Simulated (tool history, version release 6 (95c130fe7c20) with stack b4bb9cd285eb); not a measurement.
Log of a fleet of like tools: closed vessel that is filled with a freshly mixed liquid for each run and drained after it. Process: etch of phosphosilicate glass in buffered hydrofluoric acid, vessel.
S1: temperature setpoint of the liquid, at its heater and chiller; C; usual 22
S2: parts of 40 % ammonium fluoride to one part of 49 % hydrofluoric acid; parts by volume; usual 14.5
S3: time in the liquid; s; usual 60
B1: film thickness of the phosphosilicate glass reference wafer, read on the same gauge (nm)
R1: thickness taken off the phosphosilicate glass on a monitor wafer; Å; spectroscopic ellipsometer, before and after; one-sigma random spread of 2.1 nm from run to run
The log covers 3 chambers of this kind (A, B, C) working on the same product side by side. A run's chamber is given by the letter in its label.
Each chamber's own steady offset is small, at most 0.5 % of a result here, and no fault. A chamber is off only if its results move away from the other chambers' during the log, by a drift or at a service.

Run 1B, hour 9.5: usual settings; B1 70.007. Result: R1 2797.4 Å.
Run 2A, hour 20: usual settings; B1 70.002. Result: R1 2788.4 Å.
Run 3C, hour 30.4: usual settings; B1 69.987. Result: R1 2764.5 Å.
Run 4C, hour 38.6: usual settings; B1 69.989. Result: R1 2754.4 Å.
Run 5B, hour 47.9: usual settings; B1 70.023. Result: R1 2784 Å.
Run 6A, hour 55.1: usual settings; B1 70.036. Result: R1 2795.7 Å.
Run 7C, hour 61.3: usual settings; B1 69.988. Result: R1 2764.5 Å.
Run 8B, hour 71.6: usual settings; B1 69.986. Result: R1 2759.6 Å.
Run 9A, hour 76.7: usual settings; B1 69.984. Result: R1 2819.4 Å.
Run 10C, hour 82.1: usual settings; B1 70.004. Result: R1 2759.6 Å.
Run 11A, hour 93.3: usual settings; B1 69.982. Result: R1 2789.5 Å.
Run 12B, hour 103.5: usual settings; B1 69.965. Result: R1 2765.6 Å.
Run 13B, hour 111: usual settings; B1 69.93. Result: R1 2803.3 Å.
Run 14C, hour 119.7: usual settings; B1 69.986. Result: R1 2770.6 Å.
Run 15A, hour 127.9: usual settings; B1 70.004. Result: R1 2765.6 Å.
Run 16A, hour 138.9: usual settings; B1 69.988. Result: R1 2753.7 Å.
Run 17C, hour 147.8: usual settings; B1 69.989. Result: R1 2735.4 Å.
Run 18B, hour 155.1: usual settings but S1 18 C; B1 69.995. Result: R1 2249.2 Å.
Run 19B, hour 164.6: usual settings but S1 18 C; B1 69.966. Result: R1 2242.7 Å.
Run 20C, hour 172.4: usual settings but S1 18 C; B1 70.031. Result: R1 2143.7 Å.
Run 21A, hour 180.8: usual settings; B1 69.996. Result: R1 2813.5 Å.
Run 22C, hour 190.5: usual settings; B1 69.939. Result: R1 2621 Å.
Run 23A, hour 198.7: usual settings; B1 70.022. Result: R1 2786.8 Å.

Read the log: is a single chamber off, either drifting away or since a service, is the gauge that measures every chamber drifting, or is nothing wrong beyond small per-chamber offsets? Name any odd chamber and what most likely caused it.

Little by little, chamber C moves away from the other chambers.
What lies behind it: hydrofluoric acid flow below the setpoint (%) = 5.52.
The log might look much the same if the cause were instead: liquid colder than its thermometer reads (K).

Which of the 4 candidates below, each the usual settings with something changed and its results left as question marks, puts chamber C back in line with what the other chambers give on the usual settings?
Allowed miss from the other chambers' usual-settings mean, per result, to count as in line: R1 73 Å
Run 24C-1, hour 206.7: usual settings but S1 23 C. Result: R1 ?.
Run 24C-2, hour 206.7: usual settings but S1 21.5 C, S2 15 parts by volume. Result: R1 ?.
Run 24C-3, hour 206.7: usual settings but S1 24 C. Result: R1 ?.
Run 24C-4, hour 206.7: usual settings but S1 21.5 C, S3 55 s. Result: R1 ?.

Average result of the remaining chambers running the usual settings: R1 2795.1 Å
  run      R1
24C-1  2780.9
24C-2    2476
24C-3  2936.1
24C-4  2346.3
With 24C-1, the chamber falls back in line with the rest.
